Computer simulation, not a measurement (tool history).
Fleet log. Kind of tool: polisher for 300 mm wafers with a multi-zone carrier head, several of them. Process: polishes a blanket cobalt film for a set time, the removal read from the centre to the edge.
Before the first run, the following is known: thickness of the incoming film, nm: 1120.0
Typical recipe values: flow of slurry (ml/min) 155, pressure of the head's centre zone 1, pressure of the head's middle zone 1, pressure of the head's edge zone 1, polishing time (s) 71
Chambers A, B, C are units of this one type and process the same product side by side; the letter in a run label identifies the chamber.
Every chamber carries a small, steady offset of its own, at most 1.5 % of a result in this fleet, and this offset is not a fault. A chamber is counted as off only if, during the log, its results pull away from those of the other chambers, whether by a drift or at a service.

| run | hour | flow of slurry (ml/min) | pressure of the head's centre zone | pressure of the head's middle zone | pressure of the head's edge zone | polishing time (s) | film removed at the wafer's centre (angstrom) | film removed at mid-radius (angstrom) | film removed at the wafer's edge (angstrom) |
|---|---|---|---|---|---|---|---|---|---|
| 1A | 8.7 | 155 | 1 | 1 | 1 | 71 | 4492.3 | 4503.6 | 4385.9 |
| 2B | 13.9 | 155 | 1 | 1 | 1 | 71 | 4460.9 | 4463.2 | 4332.1 |
| 3C | 18.8 | 155 | 1 | 1 | 1 | 71 | 4532.3 | 4461.1 | 4463.1 |
| 4C | 25.1 | 155 | 1 | 1 | 1 | 71 | 4507.8 | 4448.9 | 4565.4 |
| 5A | 31.1 | 155 | 1 | 1 | 1 | 71 | 4517.4 | 4461.4 | 4475.3 |
| 6B | 40.6 | 155 | 1 | 1 | 1 | 71 | 4559.4 | 4465.5 | 4402.9 |
|  | 43.7 | chamber B: worn pad replaced by a new one |
| 7B | 48.6 | 155 | 1 | 1 | 1 | 71 | 4428.6 | 4477.4 | 4523.3 |
| 8C | 57.7 | 155 | 1 | 1 | 1 | 71 | 4471.8 | 4522.4 | 4477.7 |
| 9A | 67.5 | 155 | 1 | 1 | 1 | 60 | 3657.3 | 3697.6 | 3781 |
| 10B | 74.4 | 155 | 1 | 1 | 1 | 60 | 3808.1 | 3767.4 | 3768.3 |
| 11C | 81.4 | 155 | 1 | 1 | 1 | 60 | 3818.1 | 3767.4 | 3678.7 |
| 12A | 90.2 | 155 | 1 | 1 | 1 | 71 | 4303.7 | 4328.4 | 4355.4 |
| 13C | 99.1 | 155 | 1 | 1 | 1 | 71 | 4464.7 | 4475.7 | 4502.5 |
| 14B | 106.3 | 155 | 1 | 1 | 1 | 71 | 4526.1 | 4513.7 | 4523.9 |
| 15A | 114.8 | 155 | 1 | 1 | 1 | 71 | 4269.2 | 4258.8 | 4345.5 |
| 16B | 123.7 | 155 | 1 | 1 | 1 | 71 | 4414.4 | 4435.4 | 4486.6 |
| 17C | 128.7 | 155 | 1 | 1 | 1 | 71 | 4536.3 | 4441.7 | 4432.9 |
| 18A | 135.3 | 155 | 1 | 1 | 1 | 71 | 4181.4 | 4249.4 | 4201.7 |
|  | 141.5 | chamber B: slurry nozzle cleaned |
| 19C | 142.9 | 155 | 1 | 1 | 1 | 71 | 4507.1 | 4498.1 | 4478.5 |
| 20B | 147.6 | 155 | 1 | 1 | 1 | 71 | 4443.3 | 4462.5 | 4420.8 |
| 21A | 156.4 | 155 | 1 | 1 | 1 | 71 | 4171.7 | 4185.6 | 4190.8 |
| 22C | 164.5 | 155 | 1 | 1 | 1 | 80 | 5047.9 | 5064.2 | 4950.5 |
| 23B | 170.8 | 155 | 1 | 1 | 1 | 80 | 5030.5 | 5105.4 | 4998.7 |
| 24A | 176.6 | 155 | 1 | 1 | 1 | 80 | 4559.2 | 4628.5 | 4712.8 |
| 25A | 184.6 | 155 | 1 | 1 | 1 | 71 | 4045.9 | 4134.3 | 4074.9 |
| 26B | 190.8 | 155 | 1 | 1 | 1 | 71 | 4512.4 | 4487.4 | 4385 |
| 27C | 195.6 | 155 | 1 | 1 | 1 | 71 | 4418.5 | 4389.4 | 4529.6 |

The same settings go to every chamber for the next run, one line per chamber below. Forecast the results for each:
| 28A | 203.2 | 155 | 1 | 1 | 1 | 71 | ? | ? | ? |
| 28B | 203.2 | 155 | 1 | 1 | 1 | 71 | ? | ? | ? |
| 28C | 203.2 | 155 | 1 | 1 | 1 | 71 | ? | ? | ? |

| run | film removed at the wafer's centre (angstrom) | film removed at mid-radius (angstrom) | film removed at the wafer's edge (angstrom) |
|---|---|---|---|
| 28A | 3953.8 | 3965.4 | 3959 |
| 28B | 4484.1 | 4349 | 4429.8 |
| 28C | 4515.9 | 4527.1 | 4441.3 |

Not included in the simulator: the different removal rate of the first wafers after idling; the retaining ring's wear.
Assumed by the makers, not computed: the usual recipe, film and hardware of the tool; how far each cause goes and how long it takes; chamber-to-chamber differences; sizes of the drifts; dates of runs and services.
